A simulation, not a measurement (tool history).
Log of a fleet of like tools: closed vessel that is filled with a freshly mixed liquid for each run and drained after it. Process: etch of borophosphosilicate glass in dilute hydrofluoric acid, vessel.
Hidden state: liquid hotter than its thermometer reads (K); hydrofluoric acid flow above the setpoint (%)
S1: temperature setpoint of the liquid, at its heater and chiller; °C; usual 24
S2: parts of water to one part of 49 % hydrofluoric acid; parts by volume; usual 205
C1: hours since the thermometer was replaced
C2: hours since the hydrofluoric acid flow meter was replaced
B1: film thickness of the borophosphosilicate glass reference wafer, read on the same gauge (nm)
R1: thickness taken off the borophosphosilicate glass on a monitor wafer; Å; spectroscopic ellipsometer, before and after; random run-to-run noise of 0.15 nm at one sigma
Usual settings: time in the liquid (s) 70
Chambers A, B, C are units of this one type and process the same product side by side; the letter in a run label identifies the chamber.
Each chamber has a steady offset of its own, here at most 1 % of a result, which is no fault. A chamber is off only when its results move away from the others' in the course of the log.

Run 1A, hour 11.5: usual settings; C1 1126.2; C2 765.8; B1 130.01. Result: R1 176.79 Å.
Run 2C, hour 18.4: usual settings; C1 1258.8; C2 1153.3; B1 130.03. Result: R1 178.01 Å.
Run 3B, hour 26.3: usual settings; C1 1023.3; C2 535.8; B1 130.02. Result: R1 170.9 Å.
Run 4C, hour 36.4: usual settings; C1 1276.8; C2 1171.3; B1 130. Result: R1 177.03 Å.
Run 5A, hour 44: usual settings but S2 245 parts by volume, time in the liquid (s) 85; C1 1158.7; C2 798.3; B1 129.98. Result: R1 170.88 Å.
Run 6B, hour 51.9: usual settings but S2 245 parts by volume, time in the liquid (s) 85; C1 1048.9; C2 561.4; B1 130.01. Result: R1 171.57 Å.
Run 7B, hour 62.2: usual settings but S2 245 parts by volume, time in the liquid (s) 85; C1 1059.2; C2 571.7; B1 130. Result: R1 169.88 Å.
Run 8C, hour 72.5: usual settings; C1 1312.9; C2 1207.4; B1 130.01. Result: R1 177.77 Å.
Run 9A, hour 86.4: usual settings but S2 140 parts by volume; C1 1201.1; C2 840.7; B1 130.02. Result: R1 281.3 Å.
Run 10A, hour 94.5: usual settings but S2 140 parts by volume; C1 1209.2; C2 848.8; B1 129.98. Result: R1 282.77 Å.
Run 11C, hour 102.6: usual settings but S2 140 parts by volume; C1 1343; C2 1237.5; B1 130. Result: R1 280.8 Å.
Run 12B, hour 115: usual settings; C1 1112; C2 624.5; B1 129.99. Result: R1 176.58 Å.
Run 13B, hour 127: usual settings; C1 1124; C2 636.5; B1 130. Result: R1 175.05 Å.
Run 14C, hour 140.6: usual settings; C1 1381; C2 1275.5; B1 129.98. Result: R1 177.41 Å.
Run 15A, hour 150.6: usual settings; C1 1265.3; C2 904.9; B1 129.97. Result: R1 176.53 Å.
At hour 151.5: chamber A: thermometer replaced.
Run 16A, hour 163.7: usual settings; C1 12.2; C2 918; B1 130.01. Result: R1 175.01 Å.
Run 17B, hour 173.7: usual settings; C1 1170.7; C2 683.2; B1 130.01. Result: R1 182.16 Å.
Run 18C, hour 186.5: usual settings; C1 1426.9; C2 1321.4; B1 130.02. Result: R1 178.72 Å.
Run 19B, hour 201.1: usual settings; C1 1198.1; C2 710.6; B1 129.98. Result: R1 183.54 Å.
Run 20C, hour 208.7: usual settings; C1 1449.1; C2 1343.6; B1 129.99. Result: R1 179 Å.
Run 21A, hour 219.3: usual settings; C1 67.8; C2 973.6; B1 130. Result: R1 174.57 Å.
Run 22A, hour 229.5: usual settings; C1 78; C2 983.8; B1 130.01. Result: R1 174.56 Å.
Run 23C, hour 237.1: usual settings; C1 1477.5; C2 1372; B1 130. Result: R1 177.66 Å.
Run 24B, hour 246: usual settings; C1 1243; C2 755.5; B1 130.02. Result: R1 190.61 Å.
Run 25A, hour 259.7: usual settings; C1 108.2; C2 1014; B1 129.99. Result: R1 176.03 Å.

Next, all 3 chambers run the settings below, one line each with question marks for the results. What does each chamber give?
Run 26A, hour 270.3: usual settings. Result: R1 ?.
Run 26B, hour 270.3: usual settings. Result: R1 ?.
Run 26C, hour 270.3: usual settings. Result: R1 ?.

run      R1
26A  174.58
26B  193.43
26C  178.69
